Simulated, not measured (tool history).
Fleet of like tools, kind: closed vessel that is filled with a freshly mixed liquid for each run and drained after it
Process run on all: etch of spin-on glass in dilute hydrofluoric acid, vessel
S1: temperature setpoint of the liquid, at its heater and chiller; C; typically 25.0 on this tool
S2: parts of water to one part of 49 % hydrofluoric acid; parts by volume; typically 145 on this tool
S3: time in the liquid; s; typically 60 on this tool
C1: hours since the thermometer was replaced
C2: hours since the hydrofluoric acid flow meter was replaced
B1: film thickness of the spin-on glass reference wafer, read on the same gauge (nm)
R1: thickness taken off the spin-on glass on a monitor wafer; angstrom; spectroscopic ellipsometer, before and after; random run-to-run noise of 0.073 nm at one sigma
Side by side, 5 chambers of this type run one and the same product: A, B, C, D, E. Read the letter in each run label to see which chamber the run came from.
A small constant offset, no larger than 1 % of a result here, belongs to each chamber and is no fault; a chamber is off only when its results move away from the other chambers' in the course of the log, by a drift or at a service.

Run 1D, day 0.275: usual settings; C1 308.0; C2 38.7; B1 69.984. Result: R1 175.79 angstrom.
Run 2A, day 0.617: usual settings; C1 2093.9; C2 460.5; B1 70.003. Result: R1 176.63 angstrom.
Run 3B, day 0.904: usual settings; C1 536.5; C2 920.9; B1 69.980. Result: R1 174.43 angstrom.
Run 4C, day 1.246: usual settings; C1 649.9; C2 42.9; B1 70.015. Result: R1 173.73 angstrom.
Run 5E, day 1.575: usual settings; C1 796.2; C2 252.9; B1 69.988. Result: R1 172.69 angstrom.
Run 6B, day 1.888: usual settings but S2 80 parts by volume, S3 90 s; C1 560.1; C2 944.5; B1 69.991. Result: R1 509.16 angstrom.
Run 7C, day 2.179: usual settings but S2 80 parts by volume, S3 90 s; C1 672.3; C2 65.3; B1 69.978. Result: R1 504.46 angstrom.
Run 8A, day 2.567: usual settings but S2 80 parts by volume, S3 90 s; C1 2140.7; C2 507.3; B1 69.998. Result: R1 529.64 angstrom.
Run 9D, day 2.967: usual settings but S2 80 parts by volume, S3 90 s; C1 372.6; C2 103.3; B1 70.008. Result: R1 518.79 angstrom.
Run 10E, day 3.300: usual settings but S2 80 parts by volume, S3 90 s; C1 837.6; C2 294.3; B1 69.995. Result: R1 513.45 angstrom.
Run 11B, day 3.600: usual settings; C1 601.2; C2 985.6; B1 69.983. Result: R1 173.81 angstrom.
Run 12D, day 3.917: usual settings; C1 395.4; C2 126.1; B1 69.985. Result: R1 176.25 angstrom.
Run 13A, day 4.196: usual settings; C1 2179.8; C2 546.4; B1 70.020. Result: R1 177.40 angstrom.
Run 14C, day 4.438: usual settings; C1 726.5; C2 119.5; B1 69.982. Result: R1 171.72 angstrom.
Run 15E, day 4.825: usual settings; C1 874.2; C2 330.9; B1 70.005. Result: R1 173.94 angstrom.
Run 16D, day 5.029: usual settings; C1 422.1; C2 152.8; B1 69.984. Result: R1 174.70 angstrom.
Run 17B, day 5.396: usual settings; C1 644.3; C2 1028.7; B1 69.988. Result: R1 174.69 angstrom.
Run 18E, day 5.738: usual settings; C1 896.1; C2 352.8; B1 70.018. Result: R1 174.27 angstrom.
Run 19C, day 6.083: usual settings; C1 766.0; C2 159.0; B1 70.016. Result: R1 172.50 angstrom.
Run 20A, day 6.417: usual settings; C1 2233.1; C2 599.7; B1 70.010. Result: R1 175.63 angstrom.
Run 21B, day 6.812: usual settings; C1 678.3; C2 1062.7; B1 70.001. Result: R1 174.63 angstrom.
Run 22E, day 7.196: usual settings; C1 931.1; C2 387.8; B1 70.001. Result: R1 174.99 angstrom.
Run 23D, day 7.533: usual settings; C1 482.2; C2 212.9; B1 70.005. Result: R1 175.84 angstrom.
Run 24A, day 7.712: usual settings; C1 2264.2; C2 630.8; B1 69.976. Result: R1 177.18 angstrom.
Run 25C, day 7.921: usual settings; C1 810.1; C2 203.1; B1 70.004. Result: R1 172.75 angstrom.
At day 7.933: chamber A: thermometer replaced.
Run 26D, day 8.146: usual settings; C1 496.9; C2 227.6; B1 70.008. Result: R1 174.16 angstrom.
Run 27C, day 8.475: usual settings but S1 23.0 C; C1 823.4; C2 216.4; B1 70.004. Result: R1 160.68 angstrom.
Run 28B, day 8.688: usual settings but S1 23.0 C; C1 723.3; C2 1107.7; B1 69.986. Result: R1 161.29 angstrom.
At day 8.712: chamber B: hydrofluoric acid flow meter replaced.
Run 29E, day 9.021: usual settings but S1 23.0 C; C1 974.9; C2 431.6; B1 70.007. Result: R1 161.20 angstrom.
Run 30A, day 9.412: usual settings but S1 23.0 C; C1 35.5; C2 671.6; B1 69.988. Result: R1 163.54 angstrom.
Run 31E, day 9.650: usual settings but S1 23.0 C; C1 990.0; C2 446.7; B1 70.015. Result: R1 162.10 angstrom.
Run 32C, day 9.958: usual settings; C1 859.0; C2 252.0; B1 69.988. Result: R1 173.70 angstrom.
Run 33B, day 10.296: usual settings; C1 761.9; C2 38.0; B1 70.014. Result: R1 173.81 angstrom.
Run 34A, day 10.550: usual settings; C1 62.8; C2 698.9; B1 70.011. Result: R1 175.79 angstrom.
Run 35D, day 10.771: usual settings; C1 559.9; C2 290.6; B1 69.982. Result: R1 175.58 angstrom.
Run 36B, day 10.975: usual settings; C1 778.2; C2 54.3; B1 69.995. Result: R1 174.22 angstrom.
Run 37C, day 11.288: usual settings; C1 890.9; C2 283.9; B1 69.990. Result: R1 173.09 angstrom.
Run 38A, day 11.638: usual settings; C1 88.9; C2 725.0; B1 69.967. Result: R1 175.88 angstrom.
Run 39E, day 11.925: usual settings; C1 1044.6; C2 501.3; B1 69.994. Result: R1 174.56 angstrom.
Run 40D, day 12.254: usual settings; C1 595.5; C2 326.2; B1 70.014. Result: R1 175.19 angstrom.
Run 41E, day 12.450: usual settings but S1 29.5 C; C1 1057.2; C2 513.9; B1 69.993. Result: R1 206.34 angstrom.
Run 42B, day 12.625: usual settings but S1 29.5 C; C1 817.8; C2 93.9; B1 70.007. Result: R1 207.04 angstrom.
Run 43A, day 12.871: usual settings but S1 29.5 C; C1 118.5; C2 754.6; B1 69.980. Result: R1 207.82 angstrom.
Run 44C, day 13.196: usual settings but S1 29.5 C; C1 936.7; C2 329.7; B1 70.020. Result: R1 204.14 angstrom.

Which is it: a chamber that has drifted or been left off by a service, a gauge drift common to all chambers, or only each chamber's usual small offset? If a chamber is off, name it and its likeliest cause.

No chamber is off and the gauge is stable; the differences are just each chamber's small, constant offset.
